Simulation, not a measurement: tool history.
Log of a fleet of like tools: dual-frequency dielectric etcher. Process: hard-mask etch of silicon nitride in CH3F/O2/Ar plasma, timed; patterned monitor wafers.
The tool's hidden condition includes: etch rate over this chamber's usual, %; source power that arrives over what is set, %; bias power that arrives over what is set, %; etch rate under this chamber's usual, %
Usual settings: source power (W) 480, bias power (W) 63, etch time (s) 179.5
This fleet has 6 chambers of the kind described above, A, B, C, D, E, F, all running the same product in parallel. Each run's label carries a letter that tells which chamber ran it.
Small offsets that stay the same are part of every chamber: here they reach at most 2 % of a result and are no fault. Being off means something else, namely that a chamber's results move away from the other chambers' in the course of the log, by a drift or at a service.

run,day,source power (W),bias power (W),etch time (s),hours since the last wet clean,hours since the last source power generator calibration,hours since the last bias power generator calibration,"read-back reference wafer on the same gauge, depth_nm",mean etch depth across the wafer (angstrom)
1E,0.300,480,63,179.5,142.5,777.5,3432.7,147.10,1295.20
2F,0.500,480,63,179.5,54.7,814.6,3814.3,147.24,1299.40
3C,0.767,480,63,179.5,147.6,3860.6,689.9,146.94,1295.60
4B,0.946,480,63,179.5,32.2,1596.3,1447.8,147.21,1275.40
5A,1.283,480,63,179.5,341.1,604.2,229.8,147.08,1273.40
6D,1.600,480,51,179.5,275.6,242.9,2725.9,147.17,1191.10
7E,1.942,480,51,179.5,181.9,816.9,3472.1,146.88,1202.40
8F,2.321,480,51,179.5,98.4,858.3,3858.0,147.08,1196.60
9B,2.517,480,51,179.5,69.9,1634.0,1485.5,147.01,1203.00
10A,2.775,480,51,179.5,376.9,640.0,265.6,147.18,1192.60
11D,3.000,480,51,179.5,309.2,276.5,2759.5,147.00,1183.10
12C,3.221,480,63,179.5,206.5,3919.5,748.8,147.05,1295.10
13C,3.392,480,63,179.5,210.6,3923.6,752.9,146.90,1292.40
14E,3.662,430,63,212.0,223.2,858.2,3513.4,147.03,1447.20
15D,3.862,430,63,212.0,329.9,297.2,2780.2,147.03,1433.80
16F,4.079,430,63,212.0,140.6,900.5,3900.2,146.90,1460.70
17B,4.271,430,63,212.0,112.0,1676.1,1527.6,147.11,1441.00
18A,4.546,430,63,212.0,419.4,682.5,308.1,147.03,1425.50
19A,4.742,430,63,212.0,424.1,687.2,312.8,147.02,1435.40
20F,4.912,480,63,179.5,160.6,920.5,3920.2,147.03,1287.00
21E,5.112,480,63,179.5,258.0,893.0,3548.2,147.15,1283.80
22C,5.333,480,63,179.5,257.2,3970.2,799.5,146.88,1313.30
23B,5.600,480,63,179.5,143.9,1708.0,1559.5,146.99,1278.20
24D,5.833,480,63,179.5,377.2,344.5,2827.5,146.66,1274.70
25D,6.050,480,63,179.5,382.4,349.7,2832.7,147.03,1274.50
26A,6.338,400,63,132.5,462.4,725.5,351.1,146.82,865.14
# day 6.571: chamber C: source power generator calibrated
27C,6.575,400,63,132.5,287.0,0.1,829.3,147.10,898.52
28B,6.821,400,63,132.5,173.2,1737.3,1588.8,147.10,888.77
29F,7.142,400,63,132.5,214.1,974.0,3973.7,147.14,881.12
30E,7.529,400,63,132.5,316.0,951.0,3606.2,147.12,888.30
31A,7.729,400,63,132.5,495.8,758.9,384.5,146.94,868.15
32F,7.946,480,63,130.5,233.4,993.3,3993.0,147.05,931.18
33D,8.288,480,63,130.5,436.1,403.4,2886.4,147.06,935.99
34E,8.662,480,63,130.5,343.2,978.2,3633.4,147.20,940.98
35B,9.046,480,63,130.5,226.6,1790.7,1642.2,147.23,934.15
36C,9.283,480,63,130.5,352.0,65.1,894.3,147.20,979.96
37D,9.517,480,63,130.5,465.6,432.9,2915.9,147.15,925.52

Has any chamber moved away from the others, gradually or after a service, or does the common gauge drift, or do the chambers differ only by their own small steady offsets? State the chamber and the most likely cause if one applies.

Little by little, chamber C moves away from the other chambers.
Cause: etch rate over this chamber's usual, % = 4.35.

Here are 4 candidates for chamber C's next run, each the usual settings with a change, their results left as question marks. Which one brings its results back in line with what the others give on the usual settings?
To be in line, a result may differ from the other chambers' mean on the usual settings by at most: mean etch depth across the wafer (angstrom) 25.00
38C-1,9.800,460,63,179.5,,,,,?
38C-2,9.800,480,63,182.0,,,,,?
38C-3,9.800,480,73,179.5,,,,,?
38C-4,9.800,480,62,171.0,,,,,?

Other chambers, usual settings, mean: mean etch depth across the wafer (angstrom) 1280.70
run,mean etch depth across the wafer (angstrom)
38C-1,1324.10
38C-2,1365.10
38C-3,1413.50
38C-4,1275.90
38C-4 puts the chamber back in line with the other chambers.
